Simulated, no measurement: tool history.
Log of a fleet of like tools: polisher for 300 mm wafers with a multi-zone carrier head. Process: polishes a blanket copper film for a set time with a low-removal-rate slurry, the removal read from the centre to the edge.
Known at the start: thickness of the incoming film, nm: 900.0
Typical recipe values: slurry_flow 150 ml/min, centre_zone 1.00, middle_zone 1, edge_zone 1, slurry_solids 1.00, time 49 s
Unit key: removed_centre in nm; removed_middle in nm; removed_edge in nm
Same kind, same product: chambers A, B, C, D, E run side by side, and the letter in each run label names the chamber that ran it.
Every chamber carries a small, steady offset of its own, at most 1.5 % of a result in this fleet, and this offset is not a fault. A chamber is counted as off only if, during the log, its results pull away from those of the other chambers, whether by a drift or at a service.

run   hour  slurry_flow  centre_zone  middle_zone  edge_zone  slurry_solids  time  removed_centre  removed_middle  removed_edge
 1B    6.9          150         1.00            1          1           1.00    49          204.19          202.45        206.27
 2E   14.0          150         1.00            1          1           1.00    49          208.50          206.59        202.44
 3D   19.2          150         1.00            1          1           1.00    49          205.39          206.40        205.86
 4C   25.0          150         1.00            1          1           1.00    49          202.73          207.60        203.74
 5A   31.1          150         1.00            1          1           1.00    49          202.72          200.76        205.42
 6A   38.5          180         1.00            1          1           1.00    49          209.07          204.51        205.56
      41.7  -- chamber D: worn pad replaced by a new one
 7E   44.0          180         1.00            1          1           1.00    49          213.87          212.37        206.54
 8D   50.0          180         1.00            1          1           1.00    49          210.71          214.92        211.53
      51.0  -- chamber A: worn pad replaced by a new one
 9B   54.5          180         1.00            1          1           1.00    49          214.44          216.91        207.49
10C   62.4          180         1.00            1          1           1.00    49          212.86          212.26        210.89
11C   69.1          150         1.00            1          1           1.00    49          203.32          209.45        201.77
      69.5  -- chamber E: worn pad replaced by a new one
12D   73.2          150         1.00            1          1           1.00    49          203.91          204.58        203.77
      75.1  -- chamber C: worn pad replaced by a new one
13E   78.7          120         1.00            1          1           1.25    49          206.98          203.88        205.46
14B   83.4          120         1.00            1          1           1.25    49          202.24          205.03        208.69
15A   87.7          120         1.00            1          1           1.25    49          201.80          205.13        213.00
16A   92.9          120         1.00            1          1           1.25    49          202.88          203.21        206.66
17E   98.1          120         1.00            1          1           1.25    49          205.94          202.17        207.67
     103.8  -- chamber E: slurry nozzle cleaned
18B  104.9          150         1.00            1          1           1.00    49          205.54          206.54        206.64
     106.5  -- chamber B: worn pad replaced by a new one
19D  111.1          150         1.00            1          1           1.00    49          204.43          203.15        203.90
20C  118.6          150         1.00            1          1           1.00    49          202.39          205.32        206.15
     121.6  -- chamber D: worn pad replaced by a new one
     123.8  -- chamber C: edge zone pressure recalibrated
21C  126.2          150         1.00            1          1           1.00    49          204.41          207.11        202.19
22B  131.5          150         1.00            1          1           1.00    49          201.87          199.48        204.88
23D  137.2          150         1.00            1          1           1.00    49          204.34          207.15        205.64
24A  145.0          150         1.00            1          1           1.00    49          201.93          201.25        205.82
25E  150.2          150         1.00            1          1           1.00    49          203.67          205.94        202.76
26C  154.7          150         1.00            1          1           1.00    49          203.48          206.30        201.58
27D  162.2          150         1.00            1          1           0.85    49          196.96          198.68        196.76
     163.3  -- chamber E: worn pad replaced by a new one
28E  166.7          150         1.00            1          1           0.85    49          200.03          194.25        198.38
29B  172.6          150         1.00            1          1           0.85    49          196.43          194.10        197.31
     175.2  -- chamber A: worn pad replaced by a new one
30A  181.0          150         1.00            1          1           0.85    49          197.74          199.75        196.50

Has any chamber moved away from the others, gradually or after a service, or does the common gauge drift, or do the chambers differ only by their own small steady offsets? State the chamber and the most likely cause if one applies.

Beyond each chamber's small constant offset nothing stands out, and the gauge stays steady.
